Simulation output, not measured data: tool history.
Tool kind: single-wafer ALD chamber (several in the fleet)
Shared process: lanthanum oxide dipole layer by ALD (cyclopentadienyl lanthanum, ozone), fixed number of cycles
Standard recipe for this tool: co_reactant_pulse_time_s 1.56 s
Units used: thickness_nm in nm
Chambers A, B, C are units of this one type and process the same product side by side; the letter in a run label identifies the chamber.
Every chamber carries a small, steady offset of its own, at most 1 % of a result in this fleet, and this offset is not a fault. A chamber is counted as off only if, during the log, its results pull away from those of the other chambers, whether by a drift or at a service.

| run | day | co_reactant_pulse_time_s | read-back reference wafer on the same gauge, thickness_nm | thickness_nm |
|---|---|---|---|---|
| 1A | 0.158 | 1.56 | 0.61412 | 0.55049 |
| 2B | 0.383 | 1.56 | 0.61405 | 0.55404 |
| 3C | 0.658 | 1.56 | 0.61383 | 0.55187 |
| 4A | 0.817 | 1.56 | 0.61415 | 0.54921 |
| 5C | 0.958 | 1.56 | 0.61389 | 0.55292 |
| 6B | 1.125 | 1.56 | 0.61405 | 0.55296 |
| 7B | 1.404 | 1.56 | 0.61419 | 0.55501 |
| 8C | 1.679 | 1.56 | 0.61411 | 0.55396 |
| 9A | 1.9 | 1.56 | 0.61428 | 0.55082 |
| 10C | 2.171 | 1.56 | 0.61391 | 0.55173 |
| 11B | 2.367 | 1.56 | 0.6141 | 0.55578 |
| 12A | 2.592 | 1.56 | 0.61397 | 0.54663 |
| 13A | 2.804 | 1.56 | 0.61362 | 0.55181 |
| 14B | 2.95 | 1.56 | 0.61412 | 0.55545 |
| 15C | 3.196 | 1.56 | 0.61369 | 0.55055 |
| 16C | 3.471 | 1.56 | 0.61419 | 0.55457 |
| 17B | 3.6 | 1.56 | 0.61371 | 0.55471 |
| 18A | 3.854 | 1.56 | 0.61399 | 0.54702 |
| 19B | 4.029 | 1.56 | 0.61371 | 0.55975 |
| 20C | 4.25 | 1.56 | 0.61423 | 0.55308 |
| 21A | 4.525 | 1.56 | 0.61392 | 0.54885 |
| 22A | 4.675 | 1.56 | 0.61356 | 0.54806 |
| 23C | 4.892 | 1.56 | 0.61402 | 0.55379 |
| 24B | 5.171 | 1.56 | 0.61431 | 0.55341 |
|  | 5.233 | chamber C: thermocouple changed; heater temperature recalibrated |
| 25C | 5.296 | 1.56 | 0.61421 | 0.55471 |
| 26A | 5.533 | 1.56 | 0.61435 | 0.54859 |
| 27B | 5.721 | 1.56 | 0.61385 | 0.55465 |
| 28A | 5.867 | 1.56 | 0.61446 | 0.54979 |
| 29C | 6.15 | 1.34 | 0.6142 | 0.53825 |
| 30B | 6.304 | 1.34 | 0.61379 | 0.53969 |
| 31C | 6.592 | 1.34 | 0.61385 | 0.541 |
| 32B | 6.733 | 1.56 | 0.61369 | 0.55433 |
| 33A | 6.896 | 1.56 | 0.61415 | 0.55187 |
| 34A | 7.071 | 1.56 | 0.61408 | 0.54988 |
| 35B | 7.267 | 1.56 | 0.61384 | 0.55387 |
| 36C | 7.45 | 1.56 | 0.61408 | 0.55281 |

One chamber off, gauge drift, or nothing amiss beyond the chambers' own small offsets? If it is a chamber, which one, and what is the likeliest cause?

The fleet is healthy, with each chamber sitting at its usual small offset and no drift in the gauge.
